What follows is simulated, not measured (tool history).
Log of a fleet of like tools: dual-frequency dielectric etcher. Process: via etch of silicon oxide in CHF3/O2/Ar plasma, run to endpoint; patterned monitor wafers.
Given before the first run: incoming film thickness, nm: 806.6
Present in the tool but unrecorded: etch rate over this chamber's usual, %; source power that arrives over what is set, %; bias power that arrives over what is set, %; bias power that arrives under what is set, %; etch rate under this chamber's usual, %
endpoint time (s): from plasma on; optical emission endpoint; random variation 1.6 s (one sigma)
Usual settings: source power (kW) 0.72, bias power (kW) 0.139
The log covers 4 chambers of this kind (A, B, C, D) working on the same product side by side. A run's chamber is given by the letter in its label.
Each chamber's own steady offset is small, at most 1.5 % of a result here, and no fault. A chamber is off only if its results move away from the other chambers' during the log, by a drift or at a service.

| run | day | source power (kW) | bias power (kW) | hours since the last wet clean | hours since the last source power generator calibration | hours since the last bias power generator calibration | endpoint time (s) |
|---|---|---|---|---|---|---|---|
| 1A | 0.229 | 0.72 | 0.139 | 362.6 | 1696.1 | 1265.7 | 411.83 |
| 2B | 0.442 | 0.72 | 0.139 | 346.7 | 462.4 | 40.3 | 419.61 |
| 3C | 0.562 | 0.72 | 0.139 | 372 | 1381.5 | 455.5 | 415.02 |
| 4D | 0.733 | 0.72 | 0.139 | 152.8 | 3222.9 | 1225.3 | 412.26 |
| 5B | 0.846 | 0.72 | 0.139 | 356.4 | 472.1 | 50 | 420.08 |
| 6A | 1.075 | 0.72 | 0.139 | 382.9 | 1716.4 | 1286 | 413.25 |
| 7D | 1.221 | 0.62 | 0.164 | 164.5 | 3234.6 | 1237 | 415.64 |
| 8C | 1.454 | 0.62 | 0.164 | 393.4 | 1402.9 | 476.9 | 414.13 |
| 9C | 1.654 | 0.62 | 0.164 | 398.2 | 1407.7 | 481.7 | 414.85 |
| 10D | 1.871 | 0.62 | 0.164 | 180.1 | 3250.2 | 1252.6 | 418.56 |
| 11A | 2.121 | 0.72 | 0.139 | 408 | 1741.5 | 1311.1 | 413.69 |
| 12B | 2.317 | 0.72 | 0.139 | 391.7 | 507.4 | 85.3 | 420.14 |
| 13B | 2.504 | 0.72 | 0.139 | 396.2 | 511.9 | 89.8 | 418.66 |
| 14D | 2.638 | 0.72 | 0.139 | 198.5 | 3268.6 | 1271 | 421.57 |
| 15A | 2.812 | 0.72 | 0.139 | 424.6 | 1758.1 | 1327.7 | 411.37 |
| 16C | 2.933 | 0.72 | 0.139 | 428.9 | 1438.4 | 512.4 | 411.25 |
| 17B | 3.154 | 0.72 | 0.139 | 411.8 | 527.5 | 105.4 | 419.87 |
| 18D | 3.321 | 0.72 | 0.139 | 214.9 | 3285 | 1287.4 | 425.98 |
| 19C | 3.562 | 0.72 | 0.159 | 444 | 1453.5 | 527.5 | 396.73 |
| 20A | 3.683 | 0.72 | 0.159 | 445.5 | 1779 | 1348.6 | 394.7 |
|  | 3.746 | chamber C: wet clean of the chamber |
| 21C | 3.896 | 0.72 | 0.159 | 3.7 | 1461.5 | 535.5 | 394.2 |
| 22B | 4.083 | 0.72 | 0.159 | 434.1 | 549.8 | 127.7 | 403.85 |
| 23A | 4.304 | 0.72 | 0.139 | 460.4 | 1793.9 | 1363.5 | 410.28 |
| 24D | 4.425 | 0.72 | 0.139 | 241.4 | 3311.5 | 1313.9 | 430.08 |
| 25A | 4.654 | 0.72 | 0.139 | 468.8 | 1802.3 | 1371.9 | 414.83 |
| 26B | 4.792 | 0.72 | 0.139 | 451.1 | 566.8 | 144.7 | 419.96 |
| 27D | 5.033 | 0.72 | 0.139 | 256 | 3326.1 | 1328.5 | 434.81 |
| 28C | 5.279 | 0.72 | 0.139 | 36.9 | 1494.7 | 568.7 | 412.4 |

Decide between three cases: one chamber stands off from its peers, the gauge reading all wafers drifts, or nothing is wrong past each chamber's small offset. Where a chamber is off, say which and what most likely put it there.

It is chamber D that slowly wanders off from its peers.
What lies behind it: etch rate under this chamber's usual, % = 5.09.

Here are 4 candidates for chamber D's next run, each the usual settings with a change, their results left as question marks. Which one brings its results back in line with what the others give on the usual settings?
Allowed miss from the other chambers' usual-settings mean, per result, to count as in line: endpoint time (s) 5.6
| 29D-1 | 5.458 | 0.69 | 0.135 |  |  |  | ? |
| 29D-2 | 5.458 | 0.77 | 0.147 |  |  |  | ? |
| 29D-3 | 5.458 | 0.72 | 0.118 |  |  |  | ? |
| 29D-4 | 5.458 | 0.75 | 0.143 |  |  |  | ? |

Mean of the other chambers on the usual settings: endpoint time (s) 415.44
| run | endpoint time (s) |
|---|---|
| 29D-1 | 447.09 |
| 29D-2 | 416.63 |
| 29D-3 | 458.4 |
| 29D-4 | 424.72 |
The answer is 29D-2, which returns the chamber to within the allowed miss of the others.

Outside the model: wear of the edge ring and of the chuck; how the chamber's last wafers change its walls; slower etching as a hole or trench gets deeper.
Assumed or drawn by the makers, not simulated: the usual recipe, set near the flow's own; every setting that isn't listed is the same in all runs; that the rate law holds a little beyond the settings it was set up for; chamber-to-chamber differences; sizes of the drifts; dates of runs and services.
